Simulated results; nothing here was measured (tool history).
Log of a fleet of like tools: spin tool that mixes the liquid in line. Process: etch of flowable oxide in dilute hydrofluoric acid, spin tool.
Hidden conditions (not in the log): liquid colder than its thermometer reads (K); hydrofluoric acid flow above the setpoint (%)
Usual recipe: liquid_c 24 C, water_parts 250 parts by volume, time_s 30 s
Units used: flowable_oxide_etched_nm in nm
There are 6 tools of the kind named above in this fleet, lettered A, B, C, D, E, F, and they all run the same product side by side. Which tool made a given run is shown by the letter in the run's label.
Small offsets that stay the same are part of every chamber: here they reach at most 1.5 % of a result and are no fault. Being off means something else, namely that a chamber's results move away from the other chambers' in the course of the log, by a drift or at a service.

| run | hour | liquid_c | water_parts | time_s | hours since the thermometer was replaced | hours since the hydrofluoric acid flow meter was replaced | read-back film thickness of the flowable oxide reference wafer, read on the same gauge (nm) | flowable_oxide_etched_nm |
|---|---|---|---|---|---|---|---|---|
| 1C | 10.9 | 24 | 250 | 30 | 2128.8 | 1096.0 | 150.03 | 5.6212 |
|  | 14.6 | chamber F: thermometer replaced |
| 2A | 22.0 | 24 | 250 | 30 | 2061.5 | 1987.0 | 150.02 | 5.6023 |
| 3E | 34.0 | 24 | 250 | 30 | 1150.6 | 405.0 | 149.97 | 5.5816 |
| 4D | 48.7 | 24 | 250 | 30 | 801.9 | 94.2 | 150.02 | 5.6324 |
| 5B | 60.2 | 24 | 250 | 30 | 220.6 | 1425.9 | 149.99 | 5.6187 |
| 6F | 73.4 | 24 | 250 | 30 | 58.9 | 326.8 | 150.01 | 5.6980 |
| 7F | 81.7 | 24 | 250 | 30 | 67.2 | 335.1 | 150.03 | 5.6552 |
|  | 89.1 | chamber A: thermometer replaced |
| 8D | 96.4 | 24 | 250 | 30 | 849.6 | 141.9 | 149.95 | 5.6265 |
| 9E | 111.5 | 24 | 250 | 30 | 1228.1 | 482.5 | 149.95 | 5.6215 |
| 10C | 119.5 | 24 | 250 | 30 | 2237.4 | 1204.6 | 149.97 | 5.6082 |
| 11A | 129.8 | 24 | 250 | 30 | 40.7 | 2094.8 | 149.98 | 5.5435 |
| 12B | 143.6 | 24 | 250 | 30 | 304.0 | 1509.3 | 149.95 | 5.5884 |
| 13F | 152.2 | 24 | 190 | 15 | 137.7 | 405.6 | 150.00 | 3.9987 |
| 14D | 166.9 | 24 | 190 | 15 | 920.1 | 212.4 | 150.03 | 3.9290 |
| 15B | 175.5 | 24 | 190 | 15 | 335.9 | 1541.2 | 150.03 | 3.9598 |
|  | 183.8 | chamber C: thermometer replaced |
| 16C | 190.2 | 24 | 190 | 15 | 6.5 | 1275.3 | 150.00 | 3.9512 |
| 17E | 198.1 | 24 | 190 | 15 | 1314.7 | 569.1 | 150.00 | 3.8747 |
| 18A | 206.4 | 24 | 190 | 15 | 117.3 | 2171.4 | 149.95 | 3.9115 |
| 19F | 216.9 | 24 | 250 | 40 | 202.4 | 470.3 | 149.97 | 7.3952 |
| 20C | 226.7 | 24 | 250 | 40 | 43.0 | 1311.8 | 150.00 | 7.4205 |
| 21A | 234.9 | 24 | 250 | 40 | 145.8 | 2199.9 | 150.00 | 7.5186 |
| 22D | 249.7 | 24 | 250 | 40 | 1002.9 | 295.2 | 149.96 | 7.5590 |
| 23B | 259.1 | 24 | 250 | 40 | 419.5 | 1624.8 | 150.01 | 7.6861 |
| 24E | 271.2 | 24 | 250 | 40 | 1387.8 | 642.2 | 149.99 | 7.5649 |
| 25A | 285.4 | 24 | 250 | 30 | 196.3 | 2250.4 | 150.05 | 5.5875 |
| 26C | 297.4 | 24 | 250 | 30 | 113.7 | 1382.5 | 150.04 | 5.5274 |
|  | 301.9 | chamber E: hydrofluoric acid flow meter replaced |
| 27F | 311.4 | 24 | 250 | 30 | 296.9 | 564.8 | 149.92 | 5.6242 |
| 28E | 320.7 | 24 | 250 | 30 | 1437.3 | 18.9 | 149.99 | 5.6320 |
|  | 328.8 | chamber D: hydrofluoric acid flow meter replaced |
| 29B | 336.3 | 24 | 250 | 30 | 496.7 | 1702.0 | 150.01 | 5.9526 |
| 30D | 351.2 | 24 | 250 | 30 | 1104.4 | 22.4 | 150.02 | 5.5142 |
| 31D | 363.1 | 24 | 250 | 30 | 1116.3 | 34.3 | 150.02 | 5.5951 |
| 32F | 378.5 | 24 | 250 | 30 | 364.0 | 631.9 | 149.98 | 5.6077 |
| 33C | 392.7 | 24 | 250 | 30 | 209.0 | 1477.8 | 150.00 | 5.7029 |
| 34A | 401.7 | 24 | 250 | 30 | 312.6 | 2366.7 | 149.98 | 5.6251 |
| 35E | 416.6 | 24 | 320 | 45 | 1533.2 | 114.8 | 150.05 | 6.1695 |
| 36B | 431.5 | 24 | 320 | 45 | 591.9 | 1797.2 | 150.02 | 6.6143 |

What goes on in this fleet: one chamber off, a drifting gauge, or nothing beyond the chambers' own small offsets? Name the chamber and the cause, if any.

Little by little, chamber B moves away from the other chambers.
Most likely cause: hydrofluoric acid flow above the setpoint (%) = 6.4.
The log might look much the same if the cause were instead: liquid hotter than its thermometer reads (K).

Chamber B could run next with any of the 4 candidate recipes listed below; each alters the usual settings, and their results appear as question marks. Which one brings its results back in line with what the other chambers deliver on the usual settings?
To be in line, a result may differ from the other chambers' mean on the usual settings by at most: flowable_oxide_etched_nm 0.1700 nm
| 37B-1 | 442.9 | 24 | 235 | 30 |  |  |  | ? |
| 37B-2 | 442.9 | 28 | 250 | 30 |  |  |  | ? |
| 37B-3 | 442.9 | 24 | 265 | 30 |  |  |  | ? |
| 37B-4 | 442.9 | 24 | 280 | 30 |  |  |  | ? |

Other chambers, usual settings, mean: flowable_oxide_etched_nm 5.6044 nm
| run | flowable_oxide_etched_nm |
|---|---|
| 37B-1 | 6.5144 |
| 37B-2 | 6.9459 |
| 37B-3 | 5.6156 |
| 37B-4 | 5.2412 |
The answer is 37B-3, which returns the chamber to within the allowed miss of the others.

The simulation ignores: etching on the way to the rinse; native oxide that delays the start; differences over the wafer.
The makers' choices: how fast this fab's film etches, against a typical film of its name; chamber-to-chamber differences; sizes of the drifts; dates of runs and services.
